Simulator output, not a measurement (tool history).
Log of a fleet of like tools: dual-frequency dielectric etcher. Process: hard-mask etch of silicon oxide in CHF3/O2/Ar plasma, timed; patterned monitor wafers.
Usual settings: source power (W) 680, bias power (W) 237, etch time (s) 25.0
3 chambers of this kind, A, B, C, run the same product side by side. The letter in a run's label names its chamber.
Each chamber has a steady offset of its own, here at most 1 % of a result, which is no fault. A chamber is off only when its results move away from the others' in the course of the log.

run   hour  source power (W)  bias power (W)  etch time (s)  hours since the last wet clean  hours since the last source power generator calibration  hours since the last bias power generator calibration  read-back reference wafer on the same gauge, depth_nm  mean etch depth across the wafer (nm)
 1C    4.1               680             237           25.0                           157.2                                                   1603.1                                                 1219.5                                                 56.255                                 56.511
 2B    7.6               680             237           25.0                           453.9                                                    301.7                                                  612.8                                                 56.237                                 56.509
 3A   12.2               680             237           25.0                           260.7                                                    761.3                                                 2558.2                                                 56.232                                 56.380
 4B   16.6               680             237           25.0                           462.9                                                    310.7                                                  621.8                                                 56.236                                 56.707
      16.9  -- chamber B: wet clean of the chamber
 5A   19.8               730             237           29.5                           268.3                                                    768.9                                                 2565.8                                                 56.184                                 68.611
 6C   23.2               730             237           29.5                           176.3                                                   1622.2                                                 1238.6                                                 56.220                                 69.402
 7C   29.9               730             237           29.5                           183.0                                                   1628.9                                                 1245.3                                                 56.200                                 68.847
 8A   33.5               680             237           25.0                           282.0                                                    782.6                                                 2579.5                                                 56.206                                 56.911
 9B   37.5               680             237           25.0                            20.7                                                    331.6                                                  642.7                                                 56.181                                 56.770
10A   41.0               680             237           25.0                           289.5                                                    790.1                                                 2587.0                                                 56.145                                 56.354
11B   46.4               680             237           25.0                            29.6                                                    340.5                                                  651.6                                                 56.188                                 56.427
12C   49.5               680             237           25.0                           202.6                                                   1648.5                                                 1264.9                                                 56.206                                 56.747
13A   55.2               680             237           25.0                           303.7                                                    804.3                                                 2601.2                                                 56.218                                 56.910
14C   59.0               680             237           25.0                           212.1                                                   1658.0                                                 1274.4                                                 56.220                                 56.944
15B   62.6               680             237           25.0                            45.8                                                    356.7                                                  667.8                                                 56.197                                 56.777
16A   69.6               680             237           25.0                           318.1                                                    818.7                                                 2615.6                                                 56.184                                 56.344
17B   74.3               680             237           25.0                            57.5                                                    368.4                                                  679.5                                                 56.200                                 56.815
      78.0  -- chamber A: wet clean of the chamber
18C   80.6               680             237           27.5                           233.7                                                   1679.6                                                 1296.0                                                 56.182                                 62.340
19B   84.2               680             237           27.5                            67.4                                                    378.3                                                  689.4                                                 56.192                                 62.283
20C   88.9               680             237           27.5                           242.0                                                   1687.9                                                 1304.3                                                 56.188                                 63.022
21A   94.7               680             237           25.0                            16.8                                                    843.8                                                 2640.7                                                 56.248                                 57.036
22B  100.9               680             237           25.0                            84.1                                                    395.0                                                  706.1                                                 56.224                                 56.856
23A  108.0               680             237           25.0                            30.1                                                    857.1                                                 2654.0                                                 56.183                                 56.326
24C  113.6               680             237           25.0                           266.7                                                   1712.6                                                 1329.0                                                 56.165                                 56.527
25B  117.4               680             237           25.0                           100.6                                                    411.5                                                  722.6                                                 56.178                                 56.222
26C  121.1               680             237           25.0                           274.2                                                   1720.1                                                 1336.5                                                 56.197                                 57.149
27A  124.5               680             237           25.0                            46.6                                                    873.6                                                 2670.5                                                 56.145                                 56.791
28B  130.1               680             237           25.0                           113.3                                                    424.2                                                  735.3                                                 56.176                                 56.750
29A  134.1               680             237           25.0                            56.2                                                    883.2                                                 2680.1                                                 56.193                                 56.671
30C  137.7               680             237           25.0                           290.8                                                   1736.7                                                 1353.1                                                 56.191                                 56.422
31B  142.5               680             237           25.0                           125.7                                                    436.6                                                  747.7                                                 56.225                                 56.560
32A  147.2               680             237           25.0                            69.3                                                    896.3                                                 2693.2                                                 56.133                                 56.254
33C  153.3               680             237           25.0                           306.4                                                   1752.3                                                 1368.7                                                 56.154                                 56.806
34A  158.3               680             237           25.0                            80.4                                                    907.4                                                 2704.3                                                 56.166                                 56.483
35C  164.2               680             237           25.0                           317.3                                                   1763.2                                                 1379.6                                                 56.221                                 56.775
36B  168.8               680             237           25.0                           152.0                                                    462.9                                                  774.0                                                 56.234                                 56.508

Next, every chamber runs the same settings. What will each give?
37A  174.0               680             189           25.0                                                                                                                                                                                                                                             ?
37B  174.0               680             189           25.0                                                                                                                                                                                                                                             ?
37C  174.0               680             189           25.0                                                                                                                                                                                                                                             ?

run  mean etch depth across the wafer (nm)
37A                                 52.459
37B                                 52.044
37C                                 52.195

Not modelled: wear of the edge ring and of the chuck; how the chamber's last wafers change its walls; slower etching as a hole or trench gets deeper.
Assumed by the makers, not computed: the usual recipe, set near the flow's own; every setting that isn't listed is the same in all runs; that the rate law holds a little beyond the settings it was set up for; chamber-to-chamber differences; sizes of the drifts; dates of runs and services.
